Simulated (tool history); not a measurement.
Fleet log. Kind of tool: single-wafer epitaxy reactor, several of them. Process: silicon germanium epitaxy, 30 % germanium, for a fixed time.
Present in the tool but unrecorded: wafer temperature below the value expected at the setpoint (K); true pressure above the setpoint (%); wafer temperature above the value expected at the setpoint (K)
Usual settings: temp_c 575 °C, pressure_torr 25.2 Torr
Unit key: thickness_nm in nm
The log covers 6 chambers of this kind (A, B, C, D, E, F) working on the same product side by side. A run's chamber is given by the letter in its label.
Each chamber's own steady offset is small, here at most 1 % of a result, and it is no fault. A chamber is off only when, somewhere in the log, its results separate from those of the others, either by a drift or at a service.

run,hour,temp_c,pressure_torr,hours since the last pyrometer calibration,hours since the last manometer calibration,"read-back reference wafer on the same gauge, thickness_nm",thickness_nm
1A,12.6,575,25.2,1677.3,256,47.609,40.63
2C,24,575,25.2,225.8,28.2,47.572,40.387
3E,31.9,575,25.2,825.8,2239.4,47.557,40.475
# hour 44.8: chamber E: capacitance manometer re-zeroed and calibrated
4D,47,575,25.2,2308.5,782.9,47.561,40.079
5F,62.2,575,25.2,1401.7,1132.4,47.559,40.545
6B,76.6,575,25.2,795.4,2466.8,47.544,40.33
7F,86.4,575,25.2,1425.9,1156.6,47.531,40.508
8B,96.4,575,25.2,815.2,2486.6,47.55,40.279
9E,109.9,575,25.2,903.8,65.1,47.521,40.457
10C,120.1,575,25.2,321.9,124.3,47.509,40.403
# hour 124.7: chamber A: pyrometer calibrated
11A,133.7,575,25.2,9.1,377.1,47.503,40.666
12D,145.9,575,25.2,2407.4,881.8,47.495,39.972
# hour 154.7: chamber B: capacitance manometer re-zeroed and calibrated
13C,156.9,575,25.2,358.7,161.1,47.495,40.35
# hour 164.8: chamber F: pyrometer calibrated
14B,167.9,575,25.2,886.7,13.3,47.473,40.234
15D,175.8,575,25.2,2437.3,911.7,47.46,39.901
16F,188.8,575,25.2,24,1259,47.461,40.349
17A,203.2,587,25.2,78.6,446.6,47.448,50.853
18E,215.3,587,25.2,1009.2,170.5,47.461,50.832
19B,229.9,587,25.2,948.7,75.3,47.451,50.581
20F,246.6,587,25.2,81.8,1316.8,47.438,50.414
21E,262.7,587,25.2,1056.6,217.9,47.436,50.801
22A,275.8,587,25.2,151.2,519.2,47.407,50.683
23C,292.2,575,25.2,494,296.4,47.385,40.258
24D,308.6,575,25.2,2570.1,1044.5,47.385,39.792
25E,321,575,25.2,1114.9,276.2,47.37,40.4
26F,331.9,575,25.2,167.1,1402.1,47.365,40.25
27C,347.5,575,25.2,549.3,351.7,47.332,40.319
28A,357.8,575,25.2,233.2,601.2,47.339,40.539
29D,365.8,575,25.2,2627.3,1101.7,47.35,39.939
30B,378.7,575,23.1,1097.5,224.1,47.328,38.667
31D,387.3,575,23.1,2648.8,1123.2,47.319,38.495
32C,396,575,23.1,597.8,400.2,47.337,38.878
33F,405,575,23.1,240.2,1475.2,47.321,38.877
34A,413.6,575,23.1,289,657,47.303,39.252
35B,420.9,575,23.1,1139.7,266.3,47.298,38.745
36E,431.9,575,25.2,1225.8,387.1,47.293,40.313
37C,446.3,575,25.2,648.1,450.5,47.279,40.192

Next, all 6 chambers run the settings below, one line each with question marks for the results. What does each chamber give?
38A,458.3,575,22.5,,,,?
38B,458.3,575,22.5,,,,?
38C,458.3,575,22.5,,,,?
38D,458.3,575,22.5,,,,?
38E,458.3,575,22.5,,,,?
38F,458.3,575,22.5,,,,?

run,thickness_nm
38A,38.604
38B,38.22
38C,38.411
38D,38.123
38E,38.64
38F,38.334

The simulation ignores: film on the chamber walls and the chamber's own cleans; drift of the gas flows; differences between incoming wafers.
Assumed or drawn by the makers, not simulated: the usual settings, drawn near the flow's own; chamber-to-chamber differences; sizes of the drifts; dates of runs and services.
